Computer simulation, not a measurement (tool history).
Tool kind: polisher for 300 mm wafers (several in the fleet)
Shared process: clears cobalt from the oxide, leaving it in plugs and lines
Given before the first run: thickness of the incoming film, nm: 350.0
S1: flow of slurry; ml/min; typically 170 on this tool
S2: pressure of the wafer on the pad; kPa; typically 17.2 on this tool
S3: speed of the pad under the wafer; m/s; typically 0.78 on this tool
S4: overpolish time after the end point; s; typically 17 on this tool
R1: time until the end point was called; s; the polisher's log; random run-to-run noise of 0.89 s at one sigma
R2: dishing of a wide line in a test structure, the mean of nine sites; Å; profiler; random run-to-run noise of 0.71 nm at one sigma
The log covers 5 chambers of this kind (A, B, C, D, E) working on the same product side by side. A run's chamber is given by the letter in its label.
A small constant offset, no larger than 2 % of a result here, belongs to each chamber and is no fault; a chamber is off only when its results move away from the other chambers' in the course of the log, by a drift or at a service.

run 1C hour=8.2 | S1=170 S2=17.2 S3=0.78 S4=17 | R1=64.118 R2=467.70
-- hour=14.9 chamber B: worn pad replaced by a new one
run 2D hour=15.0 | S1=170 S2=17.2 S3=0.78 S4=17 | R1=64.335 R2=457.89
run 3A hour=22.0 | S1=170 S2=17.2 S3=0.78 S4=17 | R1=64.439 R2=468.58
-- hour=26.5 chamber E: worn pad replaced by a new one
run 4E hour=34.1 | S1=170 S2=17.2 S3=0.78 S4=17 | R1=64.787 R2=461.74
run 5B hour=44.5 | S1=170 S2=17.2 S3=0.78 S4=17 | R1=63.052 R2=455.99
-- hour=47.9 chamber D: worn pad replaced by a new one
-- hour=48.2 chamber A: worn pad replaced by a new one
-- hour=54.9 chamber C: worn pad replaced by a new one
run 6E hour=55.8 | S1=170 S2=17.2 S3=0.78 S4=17 | R1=65.532 R2=481.79
run 7B hour=61.3 | S1=170 S2=17.2 S3=0.88 S4=17 | R1=57.473 R2=498.44
run 8A hour=66.9 | S1=170 S2=17.2 S3=0.88 S4=17 | R1=55.675 R2=492.02
run 9C hour=73.7 | S1=170 S2=17.2 S3=0.88 S4=17 | R1=58.198 R2=498.36
run 10D hour=85.5 | S1=170 S2=17.2 S3=0.88 S4=17 | R1=56.952 R2=490.33
run 11A hour=91.3 | S1=170 S2=17.2 S3=0.88 S4=17 | R1=57.414 R2=498.17
run 12E hour=99.7 | S1=170 S2=17.2 S3=0.78 S4=17 | R1=64.242 R2=486.90
-- hour=99.8 chamber B: worn pad replaced by a new one
-- hour=106.5 chamber A: head pressure recalibrated
run 13C hour=110.7 | S1=170 S2=17.2 S3=1.00 S4=17 | R1=50.330 R2=521.07
-- hour=113.3 chamber A: worn pad replaced by a new one
-- hour=115.5 chamber D: worn pad replaced by a new one
run 14B hour=116.8 | S1=170 S2=17.2 S3=1.00 S4=17 | R1=49.752 R2=497.62
-- hour=118.1 chamber E: worn pad replaced by a new one
-- hour=119.0 chamber E: head pressure recalibrated
run 15D hour=127.9 | S1=170 S2=17.2 S3=1.00 S4=17 | R1=50.933 R2=513.78
run 16D hour=137.4 | S1=170 S2=17.2 S3=1.00 S4=17 | R1=49.800 R2=508.43
-- hour=138.2 chamber D: slurry nozzle cleaned
-- hour=141.0 chamber C: head pressure recalibrated
run 17B hour=148.6 | S1=170 S2=17.2 S3=1.00 S4=17 | R1=49.624 R2=508.18
run 18C hour=158.9 | S1=170 S2=13.1 S3=0.78 S4=21 | R1=85.325 R2=456.34
run 19E hour=167.8 | S1=170 S2=13.1 S3=0.78 S4=21 | R1=91.836 R2=446.21
run 20A hour=178.2 | S1=170 S2=13.1 S3=0.78 S4=21 | R1=84.581 R2=453.34
-- hour=178.5 chamber C: worn pad replaced by a new one
-- hour=179.4 chamber A: worn pad replaced by a new one
-- hour=182.1 chamber B: worn pad replaced by a new one
run 21A hour=190.6 | S1=170 S2=13.1 S3=0.78 S4=21 | R1=84.246 R2=453.30
-- hour=192.3 chamber D: worn pad replaced by a new one
run 22D hour=197.1 | S1=170 S2=13.1 S3=0.78 S4=21 | R1=84.584 R2=453.95
-- hour=202.4 chamber E: worn pad replaced by a new one
run 23B hour=204.7 | S1=170 S2=17.2 S3=0.78 S4=17 | R1=63.994 R2=462.92
run 24C hour=212.9 | S1=170 S2=17.2 S3=0.78 S4=17 | R1=64.074 R2=479.03
run 25E hour=223.5 | S1=170 S2=17.2 S3=0.78 S4=17 | R1=68.229 R2=445.20
-- hour=228.7 chamber A: slurry nozzle cleaned
run 26B hour=232.5 | S1=170 S2=17.2 S3=0.78 S4=17 | R1=64.563 R2=463.33
-- hour=234.4 chamber C: slurry nozzle cleaned
-- hour=236.7 chamber A: worn pad replaced by a new one
run 27D hour=238.8 | S1=170 S2=15.2 S3=0.78 S4=25 | R1=72.293 R2=515.31
run 28E hour=245.6 | S1=170 S2=15.2 S3=0.78 S4=25 | R1=79.158 R2=511.92
run 29C hour=257.1 | S1=170 S2=15.2 S3=0.78 S4=25 | R1=73.840 R2=510.63
-- hour=257.7 chamber B: worn pad replaced by a new one
run 30A hour=263.2 | S1=170 S2=15.2 S3=0.78 S4=25 | R1=73.501 R2=518.02
run 31E hour=268.6 | S1=170 S2=15.2 S3=0.78 S4=25 | R1=78.609 R2=502.45
run 32B hour=274.5 | S1=170 S2=17.2 S3=0.78 S4=17 | R1=64.424 R2=485.19

Next, every chamber runs the same settings. What will each give?
run 33A hour=283.3 | S1=170 S2=17.2 S3=0.78 S4=17 | R1=? R2=?
run 33B hour=283.3 | S1=170 S2=17.2 S3=0.78 S4=17 | R1=? R2=?
run 33C hour=283.3 | S1=170 S2=17.2 S3=0.78 S4=17 | R1=? R2=?
run 33D hour=283.3 | S1=170 S2=17.2 S3=0.78 S4=17 | R1=? R2=?
run 33E hour=283.3 | S1=170 S2=17.2 S3=0.78 S4=17 | R1=? R2=?

run=33A R1=63.851 R2=471.62
run=33B R1=64.846 R2=470.50
run=33C R1=63.829 R2=466.84
run=33D R1=64.267 R2=461.08
run=33E R1=70.254 R2=462.40

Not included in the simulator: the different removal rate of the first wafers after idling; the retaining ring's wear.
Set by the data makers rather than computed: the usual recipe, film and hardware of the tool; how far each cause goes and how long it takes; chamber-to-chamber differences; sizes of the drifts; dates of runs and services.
